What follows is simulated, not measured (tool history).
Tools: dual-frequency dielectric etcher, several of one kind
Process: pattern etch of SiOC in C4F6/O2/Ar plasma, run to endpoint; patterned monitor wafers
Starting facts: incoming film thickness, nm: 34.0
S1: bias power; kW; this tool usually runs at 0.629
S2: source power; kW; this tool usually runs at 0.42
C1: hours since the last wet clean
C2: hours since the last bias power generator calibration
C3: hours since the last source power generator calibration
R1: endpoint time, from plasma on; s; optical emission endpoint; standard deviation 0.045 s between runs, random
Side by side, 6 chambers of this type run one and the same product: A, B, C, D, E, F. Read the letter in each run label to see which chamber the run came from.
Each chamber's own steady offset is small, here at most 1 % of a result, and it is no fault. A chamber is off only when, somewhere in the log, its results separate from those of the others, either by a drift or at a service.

run,hour,S1,S2,C1,C2,C3,R1
1E,11.3,0.629,0.42,298.9,1820.6,2235.5,10.201
2B,17.8,0.629,0.42,340.9,1096.1,365.7,10.443
3F,29.7,0.629,0.42,227.3,1524.5,1935.9,10.289
4A,41.1,0.629,0.42,413.8,45.3,2736.6,10.431
5C,49.9,0.629,0.42,375.5,2575.9,1174.3,10.346
6D,58.4,0.629,0.42,290.9,1818.4,1072.9,10.221
7E,65,0.629,0.42,352.6,1874.3,2289.2,10.207
# hour 70: chamber A: wet clean of the chamber
8F,74.2,0.629,0.42,271.8,1569,1980.4,10.27
9B,86.3,0.769,0.5,409.4,1164.6,434.2,9.0103
10C,98,0.769,0.5,423.6,2624,1222.4,9.0135
11D,105,0.769,0.5,337.5,1865,1119.5,8.9833
12A,116,0.769,0.5,46,120.2,2811.5,8.975
13E,127,0.769,0.5,414.6,1936.3,2351.2,8.9162
14C,134.8,0.769,0.5,460.4,2660.8,1259.2,8.8676
15B,143.3,0.629,0.42,466.4,1221.6,491.2,10.309
16D,153.7,0.629,0.42,386.2,1913.7,1168.2,10.399
17F,166.6,0.629,0.42,364.2,1661.4,2072.8,10.269
18A,173.5,0.629,0.42,103.5,177.7,2869,10.43
19B,179.7,0.629,0.42,502.8,1258,527.6,10.374
# hour 181: chamber B: wet clean of the chamber
20E,189,0.629,0.42,476.6,1998.3,2413.2,10.255
21F,199.6,0.629,0.42,397.2,1694.4,2105.8,10.206
# hour 212: chamber C: wet clean of the chamber
22C,212.5,0.629,0.42,0.5,2738.5,1336.9,9.9524
23A,223.3,0.629,0.42,153.3,227.5,2918.8,10.377
24D,231.8,0.728,0.37,464.3,1991.8,1246.3,10.227
25D,238.6,0.728,0.37,471.1,1998.6,1253.1,10.305
# hour 241: chamber D: wet clean of the chamber
26B,249,0.728,0.37,68,1327.3,596.9,10.202
# hour 251.9: chamber F: wet clean of the chamber
27A,261.7,0.728,0.37,191.7,265.9,2957.2,10.299
28E,273,0.728,0.37,560.6,2082.3,2497.2,10.161
29C,281.2,0.728,0.37,69.2,2807.2,1405.6,9.877
30F,287.3,0.629,0.42,35.4,1782.1,2193.5,10.199
31F,300,0.629,0.42,48.1,1794.8,2206.2,10.276
32E,311,0.629,0.42,598.6,2120.3,2535.2,10.21
33B,321.2,0.629,0.42,140.2,1399.5,669.1,10.394
34A,330.2,0.629,0.42,260.2,334.4,3025.7,10.363
35D,336,0.629,0.42,95.1,2096,1350.5,10.32
# hour 336.9: chamber E: wet clean of the chamber
36C,348.7,0.629,0.42,136.7,2874.7,1473.1,9.9679
37B,358.1,0.629,0.42,177.1,1436.4,706,10.385
38E,364.3,0.629,0.42,27.5,2173.6,2588.5,10.264
39C,371.5,0.629,0.42,159.5,2897.5,1495.9,10.02
40F,381.1,0.629,0.42,129.2,1875.9,2287.3,10.23
41D,387.1,0.629,0.42,146.2,2147.1,1401.6,10.291
42A,398.7,0.629,0.42,328.7,402.9,3094.2,10.442

Read the log: is a single chamber off, either drifting away or since a service, is the gauge that measures every chamber drifting, or is nothing wrong beyond small per-chamber offsets? Name any odd chamber and what most likely caused it.

After it was serviced, chamber C no longer matches the other chambers.
What lies behind it: etch rate over this chamber's usual, % = 3.15.

Chamber C could run next with any of the 4 candidate recipes listed below; each alters the usual settings, and their results appear as question marks. Which one brings its results back in line with what the other chambers deliver on the usual settings?
Counts as in line when no further than this from what the other chambers average on the usual settings: R1 0.16 s
43C-1,408.1,0.659,0.44,,,,?
43C-2,408.1,0.629,0.49,,,,?
43C-3,408.1,0.574,0.42,,,,?
43C-4,408.1,0.629,0.35,,,,?

On the usual settings, the other chambers give on average: R1 10.319 s
run,R1
43C-1,9.6323
43C-2,9.4287
43C-3,10.327
43C-4,10.655
43C-3 puts the chamber back in line with the other chambers.

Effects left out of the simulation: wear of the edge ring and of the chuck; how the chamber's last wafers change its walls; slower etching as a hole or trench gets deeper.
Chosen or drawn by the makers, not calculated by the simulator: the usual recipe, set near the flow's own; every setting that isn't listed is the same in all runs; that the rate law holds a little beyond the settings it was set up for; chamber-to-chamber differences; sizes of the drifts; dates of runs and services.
